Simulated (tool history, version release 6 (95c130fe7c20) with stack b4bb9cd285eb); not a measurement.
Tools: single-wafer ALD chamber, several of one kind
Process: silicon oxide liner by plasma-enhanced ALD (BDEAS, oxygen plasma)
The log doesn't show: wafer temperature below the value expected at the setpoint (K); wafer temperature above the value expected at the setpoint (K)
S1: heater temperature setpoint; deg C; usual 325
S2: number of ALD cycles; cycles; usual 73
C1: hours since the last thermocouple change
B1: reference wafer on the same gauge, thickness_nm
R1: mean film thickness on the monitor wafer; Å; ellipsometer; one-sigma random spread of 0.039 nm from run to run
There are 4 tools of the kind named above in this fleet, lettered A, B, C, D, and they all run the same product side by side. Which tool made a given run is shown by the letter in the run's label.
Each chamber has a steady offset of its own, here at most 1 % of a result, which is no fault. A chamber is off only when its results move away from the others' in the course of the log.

{"run": "1B", "hour": 4.6, "S1": 325, "S2": 73, "C1": 1561.7, "B1": 5.5816, "R1": 66.146}
{"run": "2A", "hour": 11.0, "S1": 325, "S2": 73, "C1": 516, "B1": 5.5846, "R1": 65.463}
{"run": "3D", "hour": 17.1, "S1": 325, "S2": 73, "C1": 44.2, "B1": 5.5702, "R1": 65.378}
{"run": "4C", "hour": 24.0, "S1": 325, "S2": 73, "C1": 752.4, "B1": 5.5839, "R1": 66.03}
{"run": "5B", "hour": 32.3, "S1": 329, "S2": 80, "C1": 1589.4, "B1": 5.5839, "R1": 72.008}
{"run": "6D", "hour": 38.7, "S1": 329, "S2": 80, "C1": 65.8, "B1": 5.5758, "R1": 71.484}
{"run": "7C", "hour": 45.3, "S1": 329, "S2": 80, "C1": 773.7, "B1": 5.5761, "R1": 72.572}
{"run": "8A", "hour": 50.0, "S1": 329, "S2": 80, "C1": 555, "B1": 5.5735, "R1": 71.555}
{"run": "9D", "hour": 55.4, "S1": 325, "S2": 73, "C1": 82.5, "B1": 5.5787, "R1": 65.026}
{"run": "10C", "hour": 63.8, "S1": 325, "S2": 73, "C1": 792.2, "B1": 5.58, "R1": 66.021}
{"run": "11B", "hour": 69.6, "S1": 325, "S2": 73, "C1": 1626.7, "B1": 5.5778, "R1": 65.457}
{"run": "12A", "hour": 73.7, "S1": 318, "S2": 73, "C1": 578.7, "B1": 5.5717, "R1": 66.471}
{"run": "13C", "hour": 80.7, "S1": 318, "S2": 73, "C1": 809.1, "B1": 5.579, "R1": 66.26}
{"run": "14D", "hour": 85.0, "S1": 318, "S2": 73, "C1": 112.1, "B1": 5.5823, "R1": 66.093}
{"run": "15B", "hour": 89.3, "S1": 318, "S2": 73, "C1": 1646.4, "B1": 5.5859, "R1": 66.758}
{"run": "16A", "hour": 96.2, "S1": 325, "S2": 73, "C1": 601.2, "B1": 5.5771, "R1": 65.277}
{"run": "17B", "hour": 103.4, "S1": 325, "S2": 73, "C1": 1660.5, "B1": 5.5753, "R1": 65.652}
{"run": "18A", "hour": 109.7, "S1": 325, "S2": 73, "C1": 614.7, "B1": 5.5739, "R1": 65.259}
{"run": "19C", "hour": 117.9, "S1": 315, "S2": 86, "C1": 846.3, "B1": 5.5738, "R1": 78.934}
{"run": "20D", "hour": 123.1, "S1": 315, "S2": 86, "C1": 150.2, "B1": 5.5781, "R1": 78.745}
{"run": "21D", "hour": 130.1, "S1": 315, "S2": 86, "C1": 157.2, "B1": 5.5785, "R1": 78.328}
{"run": "22A", "hour": 137.8, "S1": 315, "S2": 86, "C1": 642.8, "B1": 5.5817, "R1": 79.248}
{"run": "23C", "hour": 145.9, "S1": 325, "S2": 73, "C1": 874.3, "B1": 5.5758, "R1": 66.351}
{"run": "24B", "hour": 151.9, "S1": 325, "S2": 73, "C1": 1709, "B1": 5.5894, "R1": 65.741}
{"run": "25B", "hour": 156.1, "S1": 325, "S2": 73, "C1": 1713.2, "B1": 5.5748, "R1": 65.738}
{"run": "26A", "hour": 162.6, "S1": 325, "S2": 73, "C1": 667.6, "B1": 5.5754, "R1": 65.872}
{"run": "27D", "hour": 169.4, "S1": 325, "S2": 73, "C1": 196.5, "B1": 5.5859, "R1": 64.818}
{"run": "28C", "hour": 176.7, "S1": 325, "S2": 73, "C1": 905.1, "B1": 5.5852, "R1": 65.844}
{"run": "29A", "hour": 183.8, "S1": 325, "S2": 73, "C1": 688.8, "B1": 5.5781, "R1": 65.55}
{"run": "30C", "hour": 191.3, "S1": 325, "S2": 73, "C1": 919.7, "B1": 5.5826, "R1": 65.807}
{"run": "31D", "hour": 199.4, "S1": 325, "S2": 73, "C1": 226.5, "B1": 5.5815, "R1": 65.286}
{"run": "32B", "hour": 206.1, "S1": 325, "S2": 73, "C1": 1763.2, "B1": 5.5831, "R1": 65.089}
{"run": "33D", "hour": 211.5, "S1": 325, "S2": 73, "C1": 238.6, "B1": 5.585, "R1": 65.923}

Does one chamber stand apart from the rest, does the shared gauge drift, or is all well apart from small per-chamber offsets? Give the chamber and the most likely cause, where there is one.

No chamber stands off beyond its own small offset, and the gauge holds steady.

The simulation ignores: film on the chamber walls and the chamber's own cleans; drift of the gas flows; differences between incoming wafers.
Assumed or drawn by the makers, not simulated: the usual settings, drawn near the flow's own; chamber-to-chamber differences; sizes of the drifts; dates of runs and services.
